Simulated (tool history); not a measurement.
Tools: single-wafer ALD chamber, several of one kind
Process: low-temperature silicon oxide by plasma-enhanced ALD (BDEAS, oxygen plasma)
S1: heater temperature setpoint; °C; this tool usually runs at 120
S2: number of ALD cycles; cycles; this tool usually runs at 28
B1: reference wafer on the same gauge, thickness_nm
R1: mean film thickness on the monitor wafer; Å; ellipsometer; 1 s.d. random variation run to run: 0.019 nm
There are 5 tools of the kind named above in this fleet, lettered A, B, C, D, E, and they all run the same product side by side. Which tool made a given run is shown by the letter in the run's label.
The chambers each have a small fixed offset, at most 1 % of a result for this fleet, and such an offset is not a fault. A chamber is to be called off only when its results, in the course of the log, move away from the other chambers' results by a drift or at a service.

run 1E hour=7.5 | S1=120 S2=28 | B1=3.4676 | R1=38.006
run 2A hour=18.7 | S1=120 S2=28 | B1=3.4674 | R1=38.287
run 3D hour=27.9 | S1=120 S2=28 | B1=3.4708 | R1=38.564
run 4B hour=37.6 | S1=120 S2=28 | B1=3.4680 | R1=38.514
run 5C hour=49.1 | S1=112 S2=33 | B1=3.4724 | R1=45.886
run 6A hour=60.4 | S1=112 S2=33 | B1=3.4682 | R1=45.533
run 7B hour=67.9 | S1=112 S2=33 | B1=3.4675 | R1=46.105
run 8C hour=76.2 | S1=112 S2=33 | B1=3.4709 | R1=45.773
run 9D hour=89.0 | S1=112 S2=33 | B1=3.4683 | R1=45.554
run 10E hour=99.0 | S1=120 S2=28 | B1=3.4712 | R1=38.506
run 11A hour=109.2 | S1=120 S2=28 | B1=3.4692 | R1=38.322
run 12B hour=124.6 | S1=115 S2=25 | B1=3.4703 | R1=34.649
run 13C hour=135.2 | S1=115 S2=25 | B1=3.4659 | R1=34.567
run 14E hour=146.1 | S1=115 S2=25 | B1=3.4679 | R1=34.894
run 15D hour=153.6 | S1=115 S2=25 | B1=3.4729 | R1=34.700
run 16A hour=162.7 | S1=115 S2=25 | B1=3.4679 | R1=34.355
run 17D hour=174.5 | S1=131 S2=28 | B1=3.4713 | R1=37.607
run 18C hour=182.9 | S1=131 S2=28 | B1=3.4716 | R1=37.266
run 19E hour=192.5 | S1=131 S2=28 | B1=3.4713 | R1=37.418
run 20B hour=203.3 | S1=131 S2=28 | B1=3.4662 | R1=37.908
run 21D hour=215.7 | S1=131 S2=28 | B1=3.4681 | R1=37.690
run 22A hour=225.9 | S1=120 S2=28 | B1=3.4672 | R1=38.346
run 23C hour=236.9 | S1=120 S2=28 | B1=3.4663 | R1=38.308
run 24B hour=248.6 | S1=112 S2=28 | B1=3.4712 | R1=38.901
run 25E hour=256.7 | S1=112 S2=28 | B1=3.4699 | R1=39.452
run 26A hour=264.2 | S1=112 S2=28 | B1=3.4717 | R1=38.780
run 27D hour=273.3 | S1=112 S2=28 | B1=3.4689 | R1=39.078
-- hour=274.2 chamber D: thermocouple changed; heater temperature recalibrated
run 28B hour=284.6 | S1=112 S2=28 | B1=3.4722 | R1=39.193
run 29C hour=291.6 | S1=120 S2=28 | B1=3.4657 | R1=38.194
run 30E hour=303.0 | S1=120 S2=28 | B1=3.4713 | R1=38.570
run 31B hour=310.6 | S1=120 S2=28 | B1=3.4695 | R1=38.217
run 32E hour=323.5 | S1=131 S2=28 | B1=3.4710 | R1=37.663
-- hour=327.8 chamber C: thermocouple changed; heater temperature recalibrated
run 33A hour=337.6 | S1=131 S2=28 | B1=3.4682 | R1=37.276
run 34D hour=350.4 | S1=131 S2=28 | B1=3.4673 | R1=37.712
run 35C hour=362.5 | S1=131 S2=28 | B1=3.4727 | R1=37.478
run 36E hour=370.9 | S1=131 S2=28 | B1=3.4692 | R1=37.629
run 37B hour=379.9 | S1=108 S2=31 | B1=3.4710 | R1=43.487
run 38C hour=394.9 | S1=108 S2=31 | B1=3.4712 | R1=43.510

Next, all 5 chambers run the settings below, one line each with question marks for the results. What does each chamber give?
run 39A hour=406.1 | S1=125 S2=28 | R1=?
run 39B hour=406.1 | S1=125 S2=28 | R1=?
run 39C hour=406.1 | S1=125 S2=28 | R1=?
run 39D hour=406.1 | S1=125 S2=28 | R1=?
run 39E hour=406.1 | S1=125 S2=28 | R1=?

run=39A R1=37.316
run=39B R1=38.197
run=39C R1=37.779
run=39D R1=38.567
run=39E R1=38.208

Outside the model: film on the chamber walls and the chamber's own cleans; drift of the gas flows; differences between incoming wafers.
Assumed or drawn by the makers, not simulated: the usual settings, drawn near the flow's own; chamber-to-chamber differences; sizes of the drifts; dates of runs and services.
